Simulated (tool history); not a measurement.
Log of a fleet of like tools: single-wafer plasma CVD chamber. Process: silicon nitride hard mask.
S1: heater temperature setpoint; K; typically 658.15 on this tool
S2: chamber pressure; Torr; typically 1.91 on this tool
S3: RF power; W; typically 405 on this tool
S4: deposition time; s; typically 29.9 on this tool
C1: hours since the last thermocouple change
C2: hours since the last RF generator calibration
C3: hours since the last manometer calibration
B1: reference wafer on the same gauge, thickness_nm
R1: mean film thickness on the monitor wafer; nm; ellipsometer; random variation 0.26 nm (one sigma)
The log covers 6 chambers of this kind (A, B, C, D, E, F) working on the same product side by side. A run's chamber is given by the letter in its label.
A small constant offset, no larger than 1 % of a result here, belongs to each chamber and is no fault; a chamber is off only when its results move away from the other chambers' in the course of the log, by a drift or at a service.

{"run": "1C", "hour": 10.6, "S1": 658.15, "S2": 1.91, "S3": 405, "S4": 29.9, "C1": 531.2, "C2": 1583.3, "C3": 680.5, "B1": 43.127, "R1": 43.564}
{"run": "2F", "hour": 18.2, "S1": 658.15, "S2": 1.91, "S3": 405, "S4": 29.9, "C1": 354.6, "C2": 914.8, "C3": 1158.9, "B1": 43.127, "R1": 44.285}
{"run": "3A", "hour": 24.9, "S1": 658.15, "S2": 1.91, "S3": 405, "S4": 29.9, "C1": 320.6, "C2": 1718.5, "C3": 785.0, "B1": 43.078, "R1": 43.993}
{"run": "4D", "hour": 33.8, "S1": 658.15, "S2": 1.91, "S3": 405, "S4": 29.9, "C1": 2552.6, "C2": 761.3, "C3": 609.0, "B1": 43.066, "R1": 44.224}
{"run": "5E", "hour": 42.2, "S1": 658.15, "S2": 1.91, "S3": 405, "S4": 29.9, "C1": 1121.9, "C2": 1756.5, "C3": 2093.8, "B1": 43.103, "R1": 44.096}
{"run": "6B", "hour": 49.6, "S1": 658.15, "S2": 1.91, "S3": 430, "S4": 33.2, "C1": 2111.0, "C2": 1399.4, "C3": 80.8, "B1": 43.196, "R1": 50.697}
{"run": "7B", "hour": 62.2, "S1": 658.15, "S2": 1.91, "S3": 430, "S4": 33.2, "C1": 2123.6, "C2": 1412.0, "C3": 93.4, "B1": 43.048, "R1": 50.326}
{"run": "8D", "hour": 73.2, "S1": 658.15, "S2": 1.91, "S3": 430, "S4": 33.2, "C1": 2592.0, "C2": 800.7, "C3": 648.4, "B1": 43.132, "R1": 50.289}
{"run": "9C", "hour": 79.8, "S1": 658.15, "S2": 1.91, "S3": 430, "S4": 33.2, "C1": 600.4, "C2": 1652.5, "C3": 749.7, "B1": 43.131, "R1": 50.379}
{"run": "10A", "hour": 86.8, "S1": 658.15, "S2": 1.91, "S3": 430, "S4": 33.2, "C1": 382.5, "C2": 1780.4, "C3": 846.9, "B1": 43.101, "R1": 50.591}
{"run": "11F", "hour": 95.5, "S1": 658.15, "S2": 1.91, "S3": 430, "S4": 33.2, "C1": 431.9, "C2": 992.1, "C3": 1236.2, "B1": 43.086, "R1": 50.721}
{"hour": 97.7, "done": "chamber A: capacitance manometer re-zeroed and calibrated"}
{"run": "12E", "hour": 106.9, "S1": 658.15, "S2": 1.91, "S3": 405, "S4": 29.9, "C1": 1186.6, "C2": 1821.2, "C3": 2158.5, "B1": 43.081, "R1": 43.623}
{"run": "13B", "hour": 114.1, "S1": 658.15, "S2": 1.91, "S3": 405, "S4": 29.9, "C1": 2175.5, "C2": 1463.9, "C3": 145.3, "B1": 43.093, "R1": 43.908}
{"run": "14F", "hour": 126.5, "S1": 670.15, "S2": 1.91, "S3": 405, "S4": 35.0, "C1": 462.9, "C2": 1023.1, "C3": 1267.2, "B1": 43.094, "R1": 51.194}
{"run": "15C", "hour": 136.4, "S1": 670.15, "S2": 1.91, "S3": 405, "S4": 35.0, "C1": 657.0, "C2": 1709.1, "C3": 806.3, "B1": 43.067, "R1": 50.491}
{"run": "16E", "hour": 144.3, "S1": 670.15, "S2": 1.91, "S3": 405, "S4": 35.0, "C1": 1224.0, "C2": 1858.6, "C3": 2195.9, "B1": 43.101, "R1": 51.325}
{"run": "17D", "hour": 151.5, "S1": 670.15, "S2": 1.91, "S3": 405, "S4": 35.0, "C1": 2670.3, "C2": 879.0, "C3": 726.7, "B1": 43.078, "R1": 50.495}
{"run": "18A", "hour": 157.8, "S1": 670.15, "S2": 1.91, "S3": 405, "S4": 35.0, "C1": 453.5, "C2": 1851.4, "C3": 60.2, "B1": 43.063, "R1": 51.956}
{"run": "19F", "hour": 169.3, "S1": 670.15, "S2": 1.91, "S3": 405, "S4": 35.0, "C1": 505.7, "C2": 1065.9, "C3": 1310.0, "B1": 43.164, "R1": 51.431}
{"run": "20B", "hour": 181.4, "S1": 658.15, "S2": 1.91, "S3": 405, "S4": 29.9, "C1": 2242.8, "C2": 1531.2, "C3": 212.6, "B1": 43.041, "R1": 43.804}
{"run": "21A", "hour": 191.6, "S1": 658.15, "S2": 1.91, "S3": 405, "S4": 29.9, "C1": 487.3, "C2": 1885.2, "C3": 94.0, "B1": 43.082, "R1": 44.318}
{"run": "22D", "hour": 202.3, "S1": 663.15, "S2": 1.52, "S3": 405, "S4": 29.9, "C1": 2721.1, "C2": 929.8, "C3": 777.5, "B1": 43.094, "R1": 40.307}
{"run": "23C", "hour": 210.9, "S1": 663.15, "S2": 1.52, "S3": 405, "S4": 29.9, "C1": 731.5, "C2": 1783.6, "C3": 880.8, "B1": 43.177, "R1": 40.907}
{"run": "24E", "hour": 217.1, "S1": 663.15, "S2": 1.52, "S3": 405, "S4": 29.9, "C1": 1296.8, "C2": 1931.4, "C3": 2268.7, "B1": 43.104, "R1": 40.493}
{"run": "25C", "hour": 223.8, "S1": 663.15, "S2": 1.52, "S3": 405, "S4": 29.9, "C1": 744.4, "C2": 1796.5, "C3": 893.7, "B1": 43.142, "R1": 40.454}
{"hour": 232.6, "done": "chamber F: RF generator calibrated"}
{"run": "26E", "hour": 232.9, "S1": 663.15, "S2": 1.52, "S3": 405, "S4": 29.9, "C1": 1312.6, "C2": 1947.2, "C3": 2284.5, "B1": 43.179, "R1": 40.44}
{"run": "27D", "hour": 238.8, "S1": 663.15, "S2": 1.52, "S3": 405, "S4": 29.9, "C1": 2757.6, "C2": 966.3, "C3": 814.0, "B1": 43.058, "R1": 40.32}
{"run": "28B", "hour": 247.4, "S1": 658.15, "S2": 1.91, "S3": 405, "S4": 29.9, "C1": 2308.8, "C2": 1597.2, "C3": 278.6, "B1": 43.142, "R1": 44.345}
{"run": "29F", "hour": 253.7, "S1": 658.15, "S2": 1.91, "S3": 405, "S4": 29.9, "C1": 590.1, "C2": 21.2, "C3": 1394.4, "B1": 43.098, "R1": 44.114}
{"hour": 260.5, "done": "chamber D: thermocouple changed; heater temperature recalibrated"}
{"run": "30A", "hour": 263.7, "S1": 658.15, "S2": 2.05, "S3": 405, "S4": 29.9, "C1": 559.4, "C2": 1957.3, "C3": 166.1, "B1": 43.098, "R1": 44.823}
{"run": "31E", "hour": 275.2, "S1": 658.15, "S2": 2.05, "S3": 405, "S4": 29.9, "C1": 1354.9, "C2": 1989.5, "C3": 2326.8, "B1": 43.044, "R1": 43.807}
{"run": "32C", "hour": 288.0, "S1": 658.15, "S2": 2.05, "S3": 405, "S4": 29.9, "C1": 808.6, "C2": 1860.7, "C3": 957.9, "B1": 43.092, "R1": 44.27}
{"run": "33B", "hour": 294.3, "S1": 658.15, "S2": 2.05, "S3": 405, "S4": 29.9, "C1": 2355.7, "C2": 1644.1, "C3": 325.5, "B1": 43.141, "R1": 44.361}
{"run": "34A", "hour": 306.2, "S1": 658.15, "S2": 2.05, "S3": 405, "S4": 29.9, "C1": 601.9, "C2": 1999.8, "C3": 208.6, "B1": 43.102, "R1": 45.557}
{"run": "35F", "hour": 312.2, "S1": 658.15, "S2": 2.05, "S3": 405, "S4": 29.9, "C1": 648.6, "C2": 79.7, "C3": 1452.9, "B1": 43.123, "R1": 45.305}
{"run": "36D", "hour": 320.2, "S1": 658.15, "S2": 1.91, "S3": 405, "S4": 29.9, "C1": 59.8, "C2": 1047.7, "C3": 895.4, "B1": 43.154, "R1": 42.158}

Is one chamber out of step, is the gauge drifting, or do the chambers differ by no more than their own small offsets? For an off chamber, give its letter and the likeliest cause.

Chamber D drifts away from the others.
Cause: delivered RF power below the setpoint (%) = 6.49.

Here are 4 candidates for chamber D's next run, each the usual settings with a change, their results left as question marks. Which one brings its results back in line with what the others give on the usual settings?
Maximum distance from the other chambers' mean on the usual settings for a result to count as in line: R1 0.920 nm
{"run": "37D-1", "hour": 329.9, "S1": 658.15, "S2": 1.89, "S3": 400, "S4": 29.2, "R1": "?"}
{"run": "37D-2", "hour": 329.9, "S1": 657.15, "S2": 2.13, "S3": 405, "S4": 29.9, "R1": "?"}
{"run": "37D-3", "hour": 329.9, "S1": 658.15, "S2": 1.95, "S3": 415, "S4": 31.3, "R1": "?"}
{"run": "37D-4", "hour": 329.9, "S1": 658.15, "S2": 1.87, "S3": 395, "S4": 28.5, "R1": "?"}

Other chambers, usual settings, mean: R1 43.870 nm
run=37D-1 R1=40.996
run=37D-2 R1=43.724
run=37D-3 R1=45.358
run=37D-4 R1=39.583
37D-2 is the one that brings the chamber's results back in line with the other chambers.
